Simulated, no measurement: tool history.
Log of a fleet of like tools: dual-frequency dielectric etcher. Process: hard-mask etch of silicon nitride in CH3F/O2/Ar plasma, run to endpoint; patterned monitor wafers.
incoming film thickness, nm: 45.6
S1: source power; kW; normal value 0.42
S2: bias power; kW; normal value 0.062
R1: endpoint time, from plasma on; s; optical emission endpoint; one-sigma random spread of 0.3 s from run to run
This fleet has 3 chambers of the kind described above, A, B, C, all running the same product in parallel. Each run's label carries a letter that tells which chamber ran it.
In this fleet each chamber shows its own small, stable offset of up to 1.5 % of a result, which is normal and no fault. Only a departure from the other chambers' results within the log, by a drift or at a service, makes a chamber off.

run   hour    S1     S2      R1
 1C   13.3  0.42  0.062  67.966
 2B   21.3  0.42  0.062  66.792
 3A   28.8  0.42  0.062  67.989
      39.8  -- chamber C: wet clean of the chamber
 4A   43.7  0.42  0.062  67.254
 5B   57.3  0.42  0.062  67.185
 6C   64.6  0.42  0.062  67.726
 7B   74.2  0.42  0.062  67.394
 8C   83.6  0.34  0.062  73.992
 9A   92.4  0.34  0.062  72.718
10C  103.6  0.34  0.062  73.964
11B  115.3  0.42  0.062  67.638
12A  129.1  0.42  0.062  67.072
13A    142  0.42  0.062  66.839
14C  156.7  0.42  0.062  68.595
15B    167  0.42  0.062   66.77
16B  175.8  0.42  0.062   67.01
17C  187.8  0.42  0.062  67.722
18A  199.7  0.42  0.062  66.367
19A  209.3  0.46  0.076  59.635
20C  217.5  0.46  0.076  61.343
21B  225.7  0.46  0.076  60.762
22C  238.4  0.42  0.062  67.965
23B  249.5  0.42  0.062  66.996
24A  256.7  0.42  0.062  65.437
25A  268.5  0.42  0.062  65.572
26C  279.2  0.42  0.062  67.946
27B  293.2  0.42  0.062  67.626
28A  305.7  0.38  0.055  70.131
29C  320.7  0.38  0.055  73.519
30B  332.1  0.38  0.055  72.842
31A  346.1  0.42  0.062  64.673

All chambers now run identical settings, listed one chamber a line with results as question marks. What results will each chamber show?
32A  357.1  0.42  0.062   ?
32B  357.1  0.42  0.062   ?
32C  357.1  0.42  0.062   ?

run      R1
32A  64.754
32B  67.457
32C  68.256
